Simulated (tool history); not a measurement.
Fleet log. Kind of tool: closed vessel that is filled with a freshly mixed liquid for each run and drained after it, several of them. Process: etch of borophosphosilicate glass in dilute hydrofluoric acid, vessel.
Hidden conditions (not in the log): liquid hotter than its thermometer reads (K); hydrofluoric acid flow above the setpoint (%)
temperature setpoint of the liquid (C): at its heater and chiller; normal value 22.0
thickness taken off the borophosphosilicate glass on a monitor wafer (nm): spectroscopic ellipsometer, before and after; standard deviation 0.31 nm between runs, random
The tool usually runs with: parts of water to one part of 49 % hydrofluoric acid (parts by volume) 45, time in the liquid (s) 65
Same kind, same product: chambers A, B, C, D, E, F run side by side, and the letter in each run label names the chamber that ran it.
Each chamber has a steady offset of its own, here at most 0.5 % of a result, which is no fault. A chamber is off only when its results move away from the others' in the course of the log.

run   hour  temperature setpoint of the liquid (C)  parts of water to one part of 49 % hydrofluoric acid (parts by volume)  time in the liquid (s)  hours since the thermometer was replaced  hours since the hydrofluoric acid flow meter was replaced  read-back film thickness of the borophosphosilicate glass reference wafer, read on the same gauge (nm)  thickness taken off the borophosphosilicate glass on a monitor wafer (nm)
 1F    4.8                                    22.0                                                                      45                      65                                    1586.7                                                     1863.2                                                                                                  150.02                                                                     43.308
 2A   11.7                                    22.0                                                                      45                      65                                    2001.8                                                     1357.9                                                                                                  149.99                                                                     42.984
 3B   16.6                                    22.0                                                                      45                      65                                     330.6                                                      430.3                                                                                                  150.01                                                                     43.528
 4C   25.3                                    22.0                                                                      45                      65                                    1187.7                                                      333.2                                                                                                  150.01                                                                     43.464
      26.2  -- chamber E: thermometer replaced
 5D   29.9                                    22.0                                                                      45                      65                                     381.8                                                      426.8                                                                                                  150.00                                                                     43.280
 6E   37.2                                    22.0                                                                      45                      65                                      11.1                                                     1236.6                                                                                                  149.96                                                                     44.027
 7E   42.3                                    23.5                                                                      45                      65                                      16.2                                                     1241.7                                                                                                  149.96                                                                     45.881
 8C   51.1                                    23.5                                                                      45                      65                                    1213.5                                                      359.0                                                                                                  149.99                                                                     46.531
      59.1  -- chamber F: hydrofluoric acid flow meter replaced
 9D   59.2                                    23.5                                                                      45                      65                                     411.1                                                      456.1                                                                                                  150.00                                                                     46.790
10A   63.4                                    23.5                                                                      45                      65                                    2053.5                                                     1409.6                                                                                                  150.02                                                                     45.879
11B   69.5                                    23.5                                                                      45                      65                                     383.5                                                      483.2                                                                                                  150.01                                                                     45.791
12F   74.7                                    23.5                                                                      45                      65                                    1656.6                                                       15.6                                                                                                  150.03                                                                     46.260
13A   79.4                                    22.0                                                                      45                      65                                    2069.5                                                     1425.6                                                                                                  150.01                                                                     43.116
14D   84.7                                    22.0                                                                      45                      65                                     436.6                                                      481.6                                                                                                  150.01                                                                     44.784
15B   93.3                                    22.0                                                                      45                      65                                     407.3                                                      507.0                                                                                                  149.97                                                                     43.449
16C   97.4                                    18.5                                                                      45                      65                                    1259.8                                                      405.3                                                                                                  150.00                                                                     37.551
      99.8  -- chamber A: thermometer replaced
17E  104.3                                    18.5                                                                      45                      65                                      78.2                                                     1303.7                                                                                                  150.00                                                                     37.557
18F  110.4                                    18.5                                                                      45                      65                                    1692.3                                                       51.3                                                                                                  150.01                                                                     37.319
19A  117.8                                    18.5                                                                      45                      65                                      18.1                                                     1464.0                                                                                                  149.99                                                                     37.740
20C  122.3                                    18.5                                                                      45                      65                                    1284.7                                                      430.2                                                                                                  150.01                                                                     38.048
21D  130.3                                    18.5                                                                      45                      65                                     482.2                                                      527.2                                                                                                  149.98                                                                     39.046
     133.4  -- chamber D: thermometer replaced
22E  137.2                                    22.0                                                                      45                      65                                     111.1                                                     1336.6                                                                                                  150.01                                                                     43.245
23F  145.2                                    22.0                                                                      45                      65                                    1727.1                                                       86.1                                                                                                  150.02                                                                     43.286
24B  153.4                                    22.0                                                                      45                      55                                     467.4                                                      567.1                                                                                                  150.02                                                                     36.870
25F  158.9                                    22.0                                                                      45                      55                                    1740.8                                                       99.8                                                                                                  150.00                                                                     37.015
26B  166.4                                    22.0                                                                      45                      55                                     480.4                                                      580.1                                                                                                  150.00                                                                     36.363
27C  174.0                                    22.0                                                                      45                      55                                    1336.4                                                      481.9                                                                                                  150.01                                                                     36.990
28D  180.6                                    22.0                                                                      45                      55                                      47.3                                                      577.5                                                                                                  150.01                                                                     38.573
29E  188.6                                    22.0                                                                      45                      55                                     162.5                                                     1388.0                                                                                                  150.01                                                                     36.488
30A  195.5                                    22.0                                                                      45                      65                                      95.8                                                     1541.7                                                                                                  150.00                                                                     43.564
31C  203.2                                    22.0                                                                      45                      90                                    1365.6                                                      511.1                                                                                                  149.98                                                                     60.834
32B  210.8                                    22.0                                                                      45                      90                                     524.8                                                      624.5                                                                                                  150.00                                                                     60.538
33A  216.6                                    22.0                                                                      45                      90                                     116.9                                                     1562.8                                                                                                  149.97                                                                     59.706
34D  223.6                                    22.0                                                                      45                      90                                      90.3                                                      620.5                                                                                                  149.97                                                                     63.918
35F  227.4                                    22.0                                                                      45                      90                                    1809.3                                                      168.3                                                                                                  150.01                                                                     60.935
36E  233.6                                    22.0                                                                      45                      90                                     207.5                                                     1433.0                                                                                                  149.96                                                                     60.340
37C  241.1                                    22.0                                                                      45                      65                                    1403.5                                                      549.0                                                                                                  149.96                                                                     43.982
38B  249.3                                    22.0                                                                      45                      65                                     563.3                                                      663.0                                                                                                  149.98                                                                     43.135
39F  254.6                                    22.0                                                                      45                      65                                    1836.5                                                      195.5                                                                                                  150.00                                                                     43.659
40D  260.7                                    22.0                                                                      45                      65                                     127.4                                                      657.6                                                                                                  150.01                                                                     46.695
41E  269.1                                    23.5                                                                      45                      40                                     243.0                                                     1468.5                                                                                                  150.00                                                                     28.091
42A  274.6                                    23.5                                                                      45                      40                                     174.9                                                     1620.8                                                                                                  150.05                                                                     28.193

Does one chamber stand apart from the rest, does the shared gauge drift, or is all well apart from small per-chamber offsets? Give the chamber and the most likely cause, where there is one.

It is chamber D that slowly wanders off from its peers.
Cause: hydrofluoric acid flow above the setpoint (%) = 8.94.

Here are 4 candidates for chamber D's next run, each the usual settings with a change, their results left as question marks. Which one brings its results back in line with what the others give on the usual settings?
In line means no further than this from the other chambers' mean on the usual settings: thickness taken off the borophosphosilicate glass on a monitor wafer (nm) 1.100
43D-1  280.9                                    22.5                                                                      45                      70                                                                                                                                                                                                                                                                                       ?
43D-2  280.9                                    21.5                                                                      45                      60                                                                                                                                                                                                                                                                                       ?
43D-3  280.9                                    22.0                                                                      45                      55                                                                                                                                                                                                                                                                                       ?
43D-4  280.9                                    23.0                                                                      40                      65                                                                                                                                                                                                                                                                                       ?

Usual-settings mean across the other chambers: thickness taken off the borophosphosilicate glass on a monitor wafer (nm) 43.458
  run  thickness taken off the borophosphosilicate glass on a monitor wafer (nm)
43D-1                                                                     52.802
43D-2                                                                     43.376
43D-3                                                                     40.608
43D-4                                                                     56.672
With 43D-2, the chamber falls back in line with the rest.
